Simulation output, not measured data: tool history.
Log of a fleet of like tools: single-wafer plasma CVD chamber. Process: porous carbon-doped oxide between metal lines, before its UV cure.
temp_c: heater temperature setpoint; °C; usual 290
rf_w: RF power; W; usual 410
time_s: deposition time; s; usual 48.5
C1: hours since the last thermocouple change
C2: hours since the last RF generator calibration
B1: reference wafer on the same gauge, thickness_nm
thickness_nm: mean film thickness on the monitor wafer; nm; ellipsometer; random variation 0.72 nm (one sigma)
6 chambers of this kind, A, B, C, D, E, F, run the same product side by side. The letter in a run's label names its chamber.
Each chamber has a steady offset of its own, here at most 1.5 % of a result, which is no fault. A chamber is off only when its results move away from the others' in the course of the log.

{"run": "1C", "hour": 10.1, "temp_c": 290, "rf_w": 410, "time_s": 48.5, "C1": 704.6, "C2": 1566.8, "B1": 226.97, "thickness_nm": 235.83}
{"run": "2F", "hour": 16.9, "temp_c": 290, "rf_w": 410, "time_s": 48.5, "C1": 79.4, "C2": 1183.8, "B1": 226.91, "thickness_nm": 237.83}
{"run": "3A", "hour": 27.2, "temp_c": 290, "rf_w": 410, "time_s": 48.5, "C1": 967.6, "C2": 824.8, "B1": 227.04, "thickness_nm": 240.14}
{"run": "4E", "hour": 40.5, "temp_c": 290, "rf_w": 410, "time_s": 48.5, "C1": 790.2, "C2": 477.9, "B1": 226.96, "thickness_nm": 236.35}
{"hour": 43.5, "done": "chamber B: RF generator calibrated"}
{"run": "5D", "hour": 50.6, "temp_c": 290, "rf_w": 410, "time_s": 48.5, "C1": 369.7, "C2": 2600.4, "B1": 227.06, "thickness_nm": 233.48}
{"run": "6B", "hour": 64.1, "temp_c": 290, "rf_w": 410, "time_s": 48.5, "C1": 526.6, "C2": 20.7, "B1": 227, "thickness_nm": 236.97}
{"run": "7F", "hour": 76.0, "temp_c": 290, "rf_w": 410, "time_s": 48.5, "C1": 138.5, "C2": 1242.9, "B1": 227.12, "thickness_nm": 237.66}
{"run": "8E", "hour": 88.0, "temp_c": 290, "rf_w": 410, "time_s": 48.5, "C1": 837.7, "C2": 525.4, "B1": 226.96, "thickness_nm": 235.61}
{"run": "9C", "hour": 95.1, "temp_c": 290, "rf_w": 410, "time_s": 48.5, "C1": 789.6, "C2": 1651.8, "B1": 226.99, "thickness_nm": 235.39}
{"run": "10D", "hour": 109.0, "temp_c": 290, "rf_w": 410, "time_s": 48.5, "C1": 428.1, "C2": 2658.8, "B1": 227.02, "thickness_nm": 235.55}
{"run": "11A", "hour": 120.0, "temp_c": 290, "rf_w": 410, "time_s": 48.5, "C1": 1060.4, "C2": 917.6, "B1": 226.95, "thickness_nm": 237.55}
{"run": "12B", "hour": 133.8, "temp_c": 290, "rf_w": 410, "time_s": 48.5, "C1": 596.3, "C2": 90.4, "B1": 227, "thickness_nm": 238.66}
{"run": "13D", "hour": 145.9, "temp_c": 290, "rf_w": 410, "time_s": 48.5, "C1": 465, "C2": 2695.7, "B1": 226.82, "thickness_nm": 234.42}
{"run": "14E", "hour": 155.5, "temp_c": 290, "rf_w": 410, "time_s": 48.5, "C1": 905.2, "C2": 592.9, "B1": 227.04, "thickness_nm": 235.34}
{"run": "15F", "hour": 164.6, "temp_c": 290, "rf_w": 410, "time_s": 56.5, "C1": 227.1, "C2": 1331.5, "B1": 226.81, "thickness_nm": 276.65}
{"run": "16A", "hour": 178.3, "temp_c": 290, "rf_w": 410, "time_s": 56.5, "C1": 1118.7, "C2": 975.9, "B1": 227.12, "thickness_nm": 279.31}
{"run": "17C", "hour": 186.5, "temp_c": 290, "rf_w": 410, "time_s": 56.5, "C1": 881, "C2": 1743.2, "B1": 226.79, "thickness_nm": 274.88}
{"run": "18B", "hour": 195.4, "temp_c": 290, "rf_w": 410, "time_s": 56.5, "C1": 657.9, "C2": 152, "B1": 226.91, "thickness_nm": 275.44}
{"run": "19E", "hour": 209.2, "temp_c": 290, "rf_w": 410, "time_s": 56.5, "C1": 958.9, "C2": 646.6, "B1": 227.04, "thickness_nm": 273.75}
{"run": "20B", "hour": 222.8, "temp_c": 290, "rf_w": 410, "time_s": 56.5, "C1": 685.3, "C2": 179.4, "B1": 227.02, "thickness_nm": 275.35}
{"run": "21A", "hour": 236.8, "temp_c": 290, "rf_w": 410, "time_s": 48.5, "C1": 1177.2, "C2": 1034.4, "B1": 227.01, "thickness_nm": 239.1}
{"run": "22F", "hour": 247.9, "temp_c": 290, "rf_w": 410, "time_s": 48.5, "C1": 310.4, "C2": 1414.8, "B1": 226.76, "thickness_nm": 238}
{"run": "23C", "hour": 261.7, "temp_c": 290, "rf_w": 410, "time_s": 48.5, "C1": 956.2, "C2": 1818.4, "B1": 227.01, "thickness_nm": 235.67}
{"hour": 271.2, "done": "chamber A: thermocouple changed; heater temperature recalibrated"}
{"run": "24D", "hour": 273.9, "temp_c": 290, "rf_w": 410, "time_s": 48.5, "C1": 593, "C2": 2823.7, "B1": 226.94, "thickness_nm": 234.49}
{"hour": 276.5, "done": "chamber D: RF generator calibrated"}
{"run": "25B", "hour": 280.4, "temp_c": 290, "rf_w": 410, "time_s": 48.5, "C1": 742.9, "C2": 237, "B1": 226.99, "thickness_nm": 237.01}
{"run": "26D", "hour": 290.7, "temp_c": 290, "rf_w": 410, "time_s": 48.5, "C1": 609.8, "C2": 14.3, "B1": 227.01, "thickness_nm": 233.8}
{"run": "27F", "hour": 303.2, "temp_c": 290, "rf_w": 410, "time_s": 48.5, "C1": 365.7, "C2": 1470.1, "B1": 227.2, "thickness_nm": 237.72}
{"run": "28A", "hour": 309.3, "temp_c": 290, "rf_w": 410, "time_s": 48.5, "C1": 38.2, "C2": 1106.9, "B1": 227.21, "thickness_nm": 247.38}
{"run": "29C", "hour": 316.8, "temp_c": 290, "rf_w": 410, "time_s": 48.5, "C1": 1011.3, "C2": 1873.5, "B1": 226.9, "thickness_nm": 234.83}
{"hour": 323.4, "done": "chamber F: RF generator calibrated"}
{"run": "30E", "hour": 330.4, "temp_c": 290, "rf_w": 410, "time_s": 48.5, "C1": 1080.1, "C2": 767.8, "B1": 227.11, "thickness_nm": 235.63}
{"run": "31F", "hour": 342.6, "temp_c": 290, "rf_w": 410, "time_s": 48.5, "C1": 405.1, "C2": 19.3, "B1": 226.96, "thickness_nm": 239}
{"run": "32C", "hour": 355.9, "temp_c": 299, "rf_w": 440, "time_s": 48.5, "C1": 1050.4, "C2": 1912.6, "B1": 227.12, "thickness_nm": 235.18}
{"hour": 360.3, "done": "chamber E: thermocouple changed; heater temperature recalibrated"}
{"run": "33B", "hour": 368.0, "temp_c": 299, "rf_w": 440, "time_s": 48.5, "C1": 830.5, "C2": 324.6, "B1": 226.88, "thickness_nm": 237.89}
{"run": "34E", "hour": 381.2, "temp_c": 299, "rf_w": 440, "time_s": 48.5, "C1": 21, "C2": 818.6, "B1": 227.05, "thickness_nm": 236.45}
{"run": "35A", "hour": 389.0, "temp_c": 299, "rf_w": 440, "time_s": 48.5, "C1": 117.9, "C2": 1186.6, "B1": 227.2, "thickness_nm": 245.59}
{"run": "36D", "hour": 402.4, "temp_c": 299, "rf_w": 440, "time_s": 48.5, "C1": 721.5, "C2": 126, "B1": 226.89, "thickness_nm": 234.63}
{"run": "37E", "hour": 414.9, "temp_c": 299, "rf_w": 440, "time_s": 48.5, "C1": 54.7, "C2": 852.3, "B1": 227.05, "thickness_nm": 235.75}
{"run": "38D", "hour": 428.3, "temp_c": 290, "rf_w": 410, "time_s": 48.5, "C1": 747.4, "C2": 151.9, "B1": 226.92, "thickness_nm": 236.33}
{"run": "39C", "hour": 441.7, "temp_c": 290, "rf_w": 410, "time_s": 48.5, "C1": 1136.2, "C2": 1998.4, "B1": 226.86, "thickness_nm": 236.2}
{"run": "40A", "hour": 454.8, "temp_c": 290, "rf_w": 410, "time_s": 48.5, "C1": 183.7, "C2": 1252.4, "B1": 226.96, "thickness_nm": 247.01}
{"run": "41B", "hour": 467.2, "temp_c": 283, "rf_w": 410, "time_s": 48.5, "C1": 929.7, "C2": 423.8, "B1": 226.96, "thickness_nm": 248.56}

Is one chamber off against the others, does the gauge drift, or is nothing wrong? If a chamber is off, say which, and what the likeliest cause is.

A service left chamber A off against the others.
Cause: wafer temperature below the value expected at the setpoint (K) = 4.41.

Here are 4 candidates for chamber A's next run, each the usual settings with a change, their results left as question marks. Which one brings its results back in line with what the others give on the usual settings?
In line means no further than this from the other chambers' mean on the usual settings: thickness_nm 2.5 nm
{"run": "42A-1", "hour": 477.3, "temp_c": 291, "rf_w": 405, "time_s": 47.4, "thickness_nm": "?"}
{"run": "42A-2", "hour": 477.3, "temp_c": 290, "rf_w": 420, "time_s": 49.7, "thickness_nm": "?"}
{"run": "42A-3", "hour": 477.3, "temp_c": 287, "rf_w": 410, "time_s": 48.5, "thickness_nm": "?"}
{"run": "42A-4", "hour": 477.3, "temp_c": 291, "rf_w": 410, "time_s": 47.8, "thickness_nm": "?"}

The other chambers' mean on the usual settings: thickness_nm 236.2 nm
run=42A-1 thickness_nm=237.39
run=42A-2 thickness_nm=257.46
run=42A-3 thickness_nm=251.37
run=42A-4 thickness_nm=241.66
42A-1 brings the chamber back in line.

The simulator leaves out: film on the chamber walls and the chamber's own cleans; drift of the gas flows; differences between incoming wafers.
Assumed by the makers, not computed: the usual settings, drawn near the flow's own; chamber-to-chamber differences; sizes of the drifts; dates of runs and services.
